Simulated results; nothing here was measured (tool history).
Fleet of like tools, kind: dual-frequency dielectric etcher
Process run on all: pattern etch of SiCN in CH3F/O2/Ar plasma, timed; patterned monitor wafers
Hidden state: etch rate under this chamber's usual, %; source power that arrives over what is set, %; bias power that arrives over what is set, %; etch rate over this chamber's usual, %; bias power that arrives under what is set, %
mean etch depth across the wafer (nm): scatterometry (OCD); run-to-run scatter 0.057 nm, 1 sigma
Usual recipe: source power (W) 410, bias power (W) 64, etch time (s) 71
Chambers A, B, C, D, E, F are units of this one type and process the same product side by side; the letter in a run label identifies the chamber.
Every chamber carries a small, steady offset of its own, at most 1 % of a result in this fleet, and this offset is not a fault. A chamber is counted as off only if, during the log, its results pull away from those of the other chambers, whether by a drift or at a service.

run   hour  source power (W)  bias power (W)  etch time (s)  hours since the last wet clean  hours since the last source power generator calibration  hours since the last bias power generator calibration  read-back reference wafer on the same gauge, depth_nm  mean etch depth across the wafer (nm)
 1B     11               410              64             71                           176.4                                                   4530.9                                                  923.7                                                 30.212                                 25.971
 2F   19.1               410              64             71                           356.5                                                     4353                                                  826.3                                                 30.185                                 25.903
      20.5  -- chamber C: wet clean of the chamber
      27.9  -- chamber F: wet clean of the chamber
 3C   32.7               410              64             71                            12.3                                                   1342.8                                                 2646.1                                                 30.202                                 25.743
 4E   41.8               410              64             71                           378.1                                                     2078                                                 1274.1                                                 30.194                                 25.769
 5A     51               410              64             71                           239.8                                                   1740.8                                                 1557.8                                                 30.203                                 25.704
 6D   57.3               410              64             71                           239.8                                                   1885.8                                                 1821.5                                                 30.203                                   25.8
      65.2  -- chamber D: source power generator calibrated
 7B     71               410              64             71                           236.4                                                   4590.9                                                  983.7                                                 30.189                                 25.915
 8E   79.9               410              64             71                           416.2                                                   2116.1                                                 1312.2                                                 30.178                                  25.85
      84.5  -- chamber E: bias power generator calibrated
 9D   93.1               410              64             71                           275.6                                                       28                                                 1857.3                                                 30.197                                 25.869
10A  104.6               410              64             71                           293.4                                                   1794.4                                                 1611.4                                                 30.191                                 25.741
11C  116.3               410              64             71                            95.9                                                   1426.4                                                 2729.7                                                  30.19                                 25.753
12F  126.9               410              64             71                              99                                                   4460.8                                                  934.1                                                 30.207                                 25.916
13C    137               410              64             71                           116.6                                                   1447.1                                                 2750.4                                                 30.204                                 25.886
14E  143.8               370              64             71                           480.1                                                     2180                                                   59.4                                                 30.204                                 24.887
15A  152.5               370              64             71                           341.3                                                   1842.3                                                 1659.3                                                 30.215                                 24.611
16B    163               370              64             71                           328.4                                                   4682.9                                                 1075.7                                                 30.198                                 24.884
17D  173.6               370              64             71                           356.1                                                    108.5                                                 1937.8                                                 30.197                                 24.796
18F  185.7               370              64             71                           157.8                                                   4519.6                                                  992.9                                                 30.205                                 24.922
19A  194.7               370              64             71                           383.5                                                   1884.5                                                 1701.5                                                  30.18                                 24.685
20E  202.4               410              64             71                           538.7                                                   2238.6                                                    118                                                 30.207                                 25.868
21D  212.4               410              64             71                           394.9                                                    147.3                                                 1976.6                                                 30.199                                 25.877
22F    219               410              64             71                           191.1                                                   4552.9                                                 1026.2                                                 30.207                                 25.875
23C  227.7               410              64             71                           207.3                                                   1537.8                                                 2841.1                                                 30.187                                 25.803
24B  241.1               410              64             71                           406.5                                                     4761                                                 1153.8                                                 30.199                                 25.928
25D  253.6               410              64             71                           436.1                                                    188.5                                                 2017.8                                                 30.193                                 25.785
     259.5  -- chamber A: wet clean of the chamber
26A  261.1               410              64             71                             1.7                                                   1950.9                                                 1767.9                                                 30.209                                 25.144
27C    268               410              64             71                           247.6                                                   1578.1                                                 2881.4                                                   30.2                                 25.863
28E  276.1               410              64             71                           612.4                                                   2312.3                                                  191.7                                                 30.188                                 25.982
29F  282.5               410              64             71                           254.6                                                   4616.4                                                 1089.7                                                   30.2                                 25.925
     288.3  -- chamber B: wet clean of the chamber
30B  289.4               410              64             71                             1.1                                                   4809.3                                                 1202.1                                                 30.206                                 25.915
31F  296.7               410              64             71                           268.8                                                   4630.6                                                 1103.9                                                 30.208                                 25.842
32D  304.7               410              64             71                           487.2                                                    239.6                                                 2068.9                                                 30.209                                 25.925
     306.8  -- chamber E: wet clean of the chamber
33E  316.1               410              64             71                             9.3                                                   2352.3                                                  231.7                                                 30.202                                 25.894
34C  323.7               500              64           56.5                           303.3                                                   1633.8                                                 2937.1                                                 30.192                                 22.085
35B  331.4               500              64           56.5                            43.1                                                   4851.3                                                 1244.1                                                 30.201                                 22.165
36A  340.2               500              64           56.5                            80.8                                                     2030                                                   1847                                                 30.193                                 21.529
37B  351.2               500              64           56.5                            62.9                                                   4871.1                                                 1263.9                                                 30.191                                 22.139
38F    363               500              64           56.5                           335.1                                                   4696.9                                                 1170.2                                                 30.206                                 22.204
     369.5  -- chamber D: wet clean of the chamber
39A  376.6               500              64           56.5                           117.2                                                   2066.4                                                 1883.4                                                 30.196                                 21.547
40D  386.8               410              64             71                            17.4                                                    321.7                                                   2151                                                 30.219                                 25.842
41E  399.9               410              64             71                            93.1                                                   2436.1                                                  315.5                                                 30.205                                 25.827
42C  412.3               410              64             71                           391.9                                                   1722.4                                                 3025.7                                                 30.204                                 25.785
43B  422.4               410              64             71                           134.1                                                   4942.3                                                 1335.1                                                 30.198                                 25.912
44E  435.6               410              64             71                           128.8                                                   2471.8                                                  351.2                                                 30.202                                 25.851

Next, every chamber runs the same settings. What will each give?
45A  445.6               410              64             71                                                                                                                                                                                                                                             ?
45B  445.6               410              64             71                                                                                                                                                                                                                                             ?
45C  445.6               410              64             71                                                                                                                                                                                                                                             ?
45D  445.6               410              64             71                                                                                                                                                                                                                                             ?
45E  445.6               410              64             71                                                                                                                                                                                                                                             ?
45F  445.6               410              64             71                                                                                                                                                                                                                                             ?

run  mean etch depth across the wafer (nm)
45A                                 25.169
45B                                 25.905
45C                                  25.78
45D                                 25.861
45E                                 25.815
45F                                 25.833
